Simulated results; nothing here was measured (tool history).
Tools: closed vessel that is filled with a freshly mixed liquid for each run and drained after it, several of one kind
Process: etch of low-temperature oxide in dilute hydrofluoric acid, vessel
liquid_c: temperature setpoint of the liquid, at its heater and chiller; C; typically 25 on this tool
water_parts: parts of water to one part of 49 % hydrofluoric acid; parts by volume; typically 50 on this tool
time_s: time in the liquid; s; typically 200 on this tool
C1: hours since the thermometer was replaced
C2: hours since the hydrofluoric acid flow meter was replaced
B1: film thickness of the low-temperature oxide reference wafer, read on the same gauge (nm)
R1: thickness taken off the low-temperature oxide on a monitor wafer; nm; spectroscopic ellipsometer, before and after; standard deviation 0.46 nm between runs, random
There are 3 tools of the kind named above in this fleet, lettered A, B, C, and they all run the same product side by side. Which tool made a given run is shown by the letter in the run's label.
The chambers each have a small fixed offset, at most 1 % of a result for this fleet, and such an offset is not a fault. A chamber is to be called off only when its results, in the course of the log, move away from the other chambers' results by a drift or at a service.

{"run": "1B", "hour": 4.4, "liquid_c": 25, "water_parts": 50, "time_s": 200, "C1": 501.2, "C2": 214.5, "B1": 69.994, "R1": 56.662}
{"run": "2A", "hour": 9.4, "liquid_c": 25, "water_parts": 50, "time_s": 200, "C1": 678.0, "C2": 960.1, "B1": 70.011, "R1": 56.944}
{"run": "3C", "hour": 13.8, "liquid_c": 25, "water_parts": 50, "time_s": 200, "C1": 1126.6, "C2": 351.2, "B1": 69.946, "R1": 56.372}
{"run": "4B", "hour": 17.5, "liquid_c": 25, "water_parts": 50, "time_s": 200, "C1": 514.3, "C2": 227.6, "B1": 70.015, "R1": 56.012}
{"run": "5C", "hour": 21.1, "liquid_c": 25, "water_parts": 65, "time_s": 200, "C1": 1133.9, "C2": 358.5, "B1": 70.002, "R1": 42.62}
{"run": "6A", "hour": 25.1, "liquid_c": 25, "water_parts": 65, "time_s": 200, "C1": 693.7, "C2": 975.8, "B1": 70.024, "R1": 42.147}
{"run": "7A", "hour": 28.5, "liquid_c": 25, "water_parts": 65, "time_s": 200, "C1": 697.1, "C2": 979.2, "B1": 70.003, "R1": 42.522}
{"run": "8C", "hour": 33.1, "liquid_c": 25, "water_parts": 50, "time_s": 200, "C1": 1145.9, "C2": 370.5, "B1": 70.059, "R1": 56.534}
{"run": "9B", "hour": 38.7, "liquid_c": 25, "water_parts": 50, "time_s": 200, "C1": 535.5, "C2": 248.8, "B1": 70.062, "R1": 56.11}
{"run": "10B", "hour": 44.5, "liquid_c": 25, "water_parts": 50, "time_s": 200, "C1": 541.3, "C2": 254.6, "B1": 69.993, "R1": 55.486}
{"run": "11C", "hour": 47.2, "liquid_c": 25, "water_parts": 50, "time_s": 200, "C1": 1160.0, "C2": 384.6, "B1": 69.997, "R1": 56.744}
{"run": "12A", "hour": 50.2, "liquid_c": 25, "water_parts": 50, "time_s": 200, "C1": 718.8, "C2": 1000.9, "B1": 70.003, "R1": 56.195}
{"run": "13C", "hour": 53.9, "liquid_c": 25, "water_parts": 50, "time_s": 200, "C1": 1166.7, "C2": 391.3, "B1": 70.022, "R1": 56.509}
{"run": "14A", "hour": 57.0, "liquid_c": 25, "water_parts": 50, "time_s": 200, "C1": 725.6, "C2": 1007.7, "B1": 70.015, "R1": 56.684}
{"run": "15B", "hour": 61.2, "liquid_c": 25, "water_parts": 50, "time_s": 200, "C1": 558.0, "C2": 271.3, "B1": 69.993, "R1": 56.015}
{"run": "16C", "hour": 66.2, "liquid_c": 25, "water_parts": 50, "time_s": 200, "C1": 1179.0, "C2": 403.6, "B1": 70.025, "R1": 57.872}
{"run": "17A", "hour": 69.9, "liquid_c": 25, "water_parts": 50, "time_s": 200, "C1": 738.5, "C2": 1020.6, "B1": 70.001, "R1": 57.427}
{"run": "18B", "hour": 73.7, "liquid_c": 25, "water_parts": 50, "time_s": 200, "C1": 570.5, "C2": 283.8, "B1": 69.995, "R1": 55.584}
{"run": "19B", "hour": 77.6, "liquid_c": 25, "water_parts": 50, "time_s": 200, "C1": 574.4, "C2": 287.7, "B1": 70.035, "R1": 56.105}
{"run": "20C", "hour": 83.2, "liquid_c": 25, "water_parts": 50, "time_s": 200, "C1": 1196.0, "C2": 420.6, "B1": 69.988, "R1": 58.342}
{"run": "21A", "hour": 88.9, "liquid_c": 23, "water_parts": 25, "time_s": 200, "C1": 757.5, "C2": 1039.6, "B1": 69.994, "R1": 108.98}
{"run": "22B", "hour": 91.4, "liquid_c": 23, "water_parts": 25, "time_s": 200, "C1": 588.2, "C2": 301.5, "B1": 70.07, "R1": 108.29}
{"run": "23A", "hour": 95.1, "liquid_c": 23, "water_parts": 25, "time_s": 200, "C1": 763.7, "C2": 1045.8, "B1": 69.962, "R1": 108.17}
{"run": "24C", "hour": 100.6, "liquid_c": 25, "water_parts": 50, "time_s": 145, "C1": 1213.4, "C2": 438.0, "B1": 70.001, "R1": 44.066}
{"run": "25B", "hour": 105.6, "liquid_c": 25, "water_parts": 50, "time_s": 145, "C1": 602.4, "C2": 315.7, "B1": 70.011, "R1": 40.896}
{"run": "26A", "hour": 109.8, "liquid_c": 25, "water_parts": 50, "time_s": 145, "C1": 778.4, "C2": 1060.5, "B1": 69.943, "R1": 40.456}
{"run": "27C", "hour": 114.2, "liquid_c": 25, "water_parts": 50, "time_s": 200, "C1": 1227.0, "C2": 451.6, "B1": 69.962, "R1": 60.303}
{"run": "28B", "hour": 118.4, "liquid_c": 25, "water_parts": 50, "time_s": 200, "C1": 615.2, "C2": 328.5, "B1": 69.979, "R1": 56.331}
{"run": "29A", "hour": 121.8, "liquid_c": 25, "water_parts": 50, "time_s": 200, "C1": 790.4, "C2": 1072.5, "B1": 70.0, "R1": 56.685}
{"run": "30C", "hour": 126.6, "liquid_c": 25, "water_parts": 50, "time_s": 200, "C1": 1239.4, "C2": 464.0, "B1": 69.97, "R1": 61.819}
{"run": "31B", "hour": 129.3, "liquid_c": 25, "water_parts": 50, "time_s": 270, "C1": 626.1, "C2": 339.4, "B1": 70.004, "R1": 74.55}
{"run": "32C", "hour": 135.1, "liquid_c": 25, "water_parts": 50, "time_s": 270, "C1": 1247.9, "C2": 472.5, "B1": 70.0, "R1": 84.282}
{"run": "33A", "hour": 137.9, "liquid_c": 25, "water_parts": 50, "time_s": 270, "C1": 806.5, "C2": 1088.6, "B1": 70.041, "R1": 76.506}

Predict what each chamber gives when all 3 of them run the settings below next.
{"run": "34A", "hour": 142.0, "liquid_c": 25, "water_parts": 50, "time_s": 155, "R1": "?"}
{"run": "34B", "hour": 142.0, "liquid_c": 25, "water_parts": 50, "time_s": 155, "R1": "?"}
{"run": "34C", "hour": 142.0, "liquid_c": 25, "water_parts": 50, "time_s": 155, "R1": "?"}

run=34A R1=43.567
run=34B R1=43.323
run=34C R1=49.357
